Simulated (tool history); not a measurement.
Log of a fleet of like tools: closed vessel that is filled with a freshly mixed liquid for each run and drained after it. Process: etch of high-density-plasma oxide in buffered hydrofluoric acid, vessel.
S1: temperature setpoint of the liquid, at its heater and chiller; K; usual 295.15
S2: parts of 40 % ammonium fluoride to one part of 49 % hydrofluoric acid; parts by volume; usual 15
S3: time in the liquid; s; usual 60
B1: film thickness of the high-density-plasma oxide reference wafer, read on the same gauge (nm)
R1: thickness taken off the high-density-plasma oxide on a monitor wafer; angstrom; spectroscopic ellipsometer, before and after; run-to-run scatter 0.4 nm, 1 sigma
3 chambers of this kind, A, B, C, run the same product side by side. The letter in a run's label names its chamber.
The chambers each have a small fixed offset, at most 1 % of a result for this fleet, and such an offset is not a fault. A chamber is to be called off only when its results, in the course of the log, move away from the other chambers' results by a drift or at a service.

run     day      S1  S2  S3      B1      R1
 1C   0.517  295.15  15  60  110.01  723.15
 2A   0.983  295.15  15  60     110  731.81
          1  -- chamber A: hydrofluoric acid flow meter replaced
 3B   1.342  295.15  15  60     110  740.43
 4B   1.738  295.15  15  60     110  739.84
 5C   2.188  295.15  15  60     110  731.28
 6A   2.729  295.15  15  60     110  735.59
 7A   3.125  295.15  15  60  110.01  737.73
 8B   3.646  295.15  15  60     110  738.63
 9C   4.254  295.15  15  60  110.01  729.63
10B   4.896  295.15  15  60  109.99   742.5
11C    5.25  295.15  15  60  110.01  730.36
12A   5.825  295.15  15  60     110  732.35
13B   6.471  295.15  15  60  110.02  735.43
14A   6.942  295.15  15  35     110  428.68
15C   7.304  295.15  15  35     110  426.63
16C    7.65  295.15  15  35     110  427.97
17B   8.288  295.15  15  60     110  742.53
18A   8.608  298.15  15  60     110  870.89
19C   9.017  298.15  15  60  110.01  864.96
20A   9.554  298.15  15  60  110.02  874.45
21B   9.954  295.15  15  60     110  739.88
22A  10.375  297.65  15  60     110  840.77
23C  10.983  297.65  15  60  109.99  844.21
24B  11.592  297.65  15  60     110  848.28
25C  12.079  295.15  15  60     110  729.01

All chambers now run identical settings, listed one chamber a line with results as question marks. What results will each chamber show?
26A  12.55  292.15  15  60       ?
26B  12.55  292.15  15  60       ?
26C  12.55  292.15  15  60       ?

run      R1
26A   621.9
26B  623.28
26C  616.96

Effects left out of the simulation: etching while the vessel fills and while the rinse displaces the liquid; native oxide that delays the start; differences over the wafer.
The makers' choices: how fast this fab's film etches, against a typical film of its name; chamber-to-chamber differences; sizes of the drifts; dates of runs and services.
